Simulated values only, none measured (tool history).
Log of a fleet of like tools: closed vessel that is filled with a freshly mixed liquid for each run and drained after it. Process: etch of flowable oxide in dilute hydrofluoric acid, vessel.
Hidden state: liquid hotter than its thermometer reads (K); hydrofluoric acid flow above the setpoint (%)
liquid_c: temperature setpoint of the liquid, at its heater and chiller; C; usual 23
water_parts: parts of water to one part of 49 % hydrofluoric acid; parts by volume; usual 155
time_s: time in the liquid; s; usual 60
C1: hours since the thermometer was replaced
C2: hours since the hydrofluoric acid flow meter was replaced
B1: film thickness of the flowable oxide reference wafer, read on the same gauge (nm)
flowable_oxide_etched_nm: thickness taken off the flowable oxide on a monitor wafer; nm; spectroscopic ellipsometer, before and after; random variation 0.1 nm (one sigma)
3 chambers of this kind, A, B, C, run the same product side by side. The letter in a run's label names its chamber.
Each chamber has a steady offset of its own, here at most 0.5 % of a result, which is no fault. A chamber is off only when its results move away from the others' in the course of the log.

run 1C day=0.333 | liquid_c=23 water_parts=155 time_s=60 | C1=236.7 C2=236.2 | B1=50.019 | flowable_oxide_etched_nm=14.582
run 2B day=0.762 | liquid_c=23 water_parts=155 time_s=60 | C1=1995.5 C2=455.4 | B1=49.994 | flowable_oxide_etched_nm=14.592
run 3A day=1.279 | liquid_c=23 water_parts=155 time_s=60 | C1=1903.4 C2=405.9 | B1=50.001 | flowable_oxide_etched_nm=14.445
run 4C day=1.746 | liquid_c=23 water_parts=155 time_s=60 | C1=270.6 C2=270.1 | B1=50.001 | flowable_oxide_etched_nm=14.486
run 5B day=2.108 | liquid_c=23 water_parts=155 time_s=60 | C1=2027.8 C2=487.7 | B1=49.974 | flowable_oxide_etched_nm=14.578
run 6A day=2.354 | liquid_c=23 water_parts=155 time_s=60 | C1=1929.2 C2=431.7 | B1=50.007 | flowable_oxide_etched_nm=14.327
run 7C day=2.862 | liquid_c=23 water_parts=155 time_s=60 | C1=297.4 C2=296.9 | B1=49.99 | flowable_oxide_etched_nm=14.296
run 8A day=3.358 | liquid_c=23 water_parts=155 time_s=60 | C1=1953.3 C2=455.8 | B1=49.985 | flowable_oxide_etched_nm=14.446
run 9B day=3.825 | liquid_c=23 water_parts=155 time_s=60 | C1=2069 C2=528.9 | B1=50 | flowable_oxide_etched_nm=14.323
run 10B day=4.079 | liquid_c=23 water_parts=155 time_s=60 | C1=2075.1 C2=535 | B1=49.997 | flowable_oxide_etched_nm=14.396
run 11C day=4.308 | liquid_c=23 water_parts=155 time_s=60 | C1=332.1 C2=331.6 | B1=49.99 | flowable_oxide_etched_nm=14.486
-- day=4.658 chamber B: hydrofluoric acid flow meter replaced
run 12A day=4.833 | liquid_c=23 water_parts=155 time_s=60 | C1=1988.7 C2=491.2 | B1=50.006 | flowable_oxide_etched_nm=14.274
run 13C day=5.083 | liquid_c=23 water_parts=155 time_s=60 | C1=350.7 C2=350.2 | B1=50.008 | flowable_oxide_etched_nm=14.508
run 14A day=5.546 | liquid_c=23 water_parts=155 time_s=30 | C1=2005.8 C2=508.3 | B1=50.003 | flowable_oxide_etched_nm=7.2111
run 15B day=5.817 | liquid_c=23 water_parts=155 time_s=30 | C1=2116.8 C2=27.9 | B1=50.005 | flowable_oxide_etched_nm=7.2111
run 16C day=6.246 | liquid_c=23 water_parts=155 time_s=30 | C1=378.6 C2=378.1 | B1=50.005 | flowable_oxide_etched_nm=7.4268
run 17B day=6.617 | liquid_c=23 water_parts=155 time_s=60 | C1=2136 C2=47.1 | B1=50.006 | flowable_oxide_etched_nm=14.363
run 18A day=6.967 | liquid_c=23 water_parts=155 time_s=60 | C1=2039.9 C2=542.4 | B1=50.012 | flowable_oxide_etched_nm=14.441
run 19B day=7.308 | liquid_c=23 water_parts=155 time_s=60 | C1=2152.6 C2=63.7 | B1=50.012 | flowable_oxide_etched_nm=14.474
run 20A day=7.783 | liquid_c=23 water_parts=155 time_s=60 | C1=2059.5 C2=562 | B1=49.992 | flowable_oxide_etched_nm=14.362
run 21C day=8.1 | liquid_c=23 water_parts=155 time_s=60 | C1=423.1 C2=422.6 | B1=50.008 | flowable_oxide_etched_nm=15.13
run 22B day=8.562 | liquid_c=23 water_parts=155 time_s=60 | C1=2182.7 C2=93.8 | B1=49.995 | flowable_oxide_etched_nm=14.436
run 23A day=9.058 | liquid_c=23 water_parts=155 time_s=60 | C1=2090.1 C2=592.6 | B1=49.994 | flowable_oxide_etched_nm=14.375
run 24C day=9.342 | liquid_c=23 water_parts=155 time_s=60 | C1=452.9 C2=452.4 | B1=50.006 | flowable_oxide_etched_nm=15.34
run 25A day=9.742 | liquid_c=19.5 water_parts=155 time_s=85 | C1=2106.5 C2=609 | B1=50 | flowable_oxide_etched_nm=17.824
run 26B day=10.104 | liquid_c=19.5 water_parts=155 time_s=85 | C1=2219.7 C2=130.8 | B1=50.003 | flowable_oxide_etched_nm=17.857
run 27C day=10.525 | liquid_c=19.5 water_parts=155 time_s=85 | C1=481.3 C2=480.8 | B1=49.982 | flowable_oxide_etched_nm=19.24

All 3 chambers run these settings next. Forecast each chamber's results:
run 28A day=10.904 | liquid_c=18.5 water_parts=155 time_s=60 | flowable_oxide_etched_nm=?
run 28B day=10.904 | liquid_c=18.5 water_parts=155 time_s=60 | flowable_oxide_etched_nm=?
run 28C day=10.904 | liquid_c=18.5 water_parts=155 time_s=60 | flowable_oxide_etched_nm=?

run=28A flowable_oxide_etched_nm=12.13
run=28B flowable_oxide_etched_nm=12.161
run=28C flowable_oxide_etched_nm=13.114
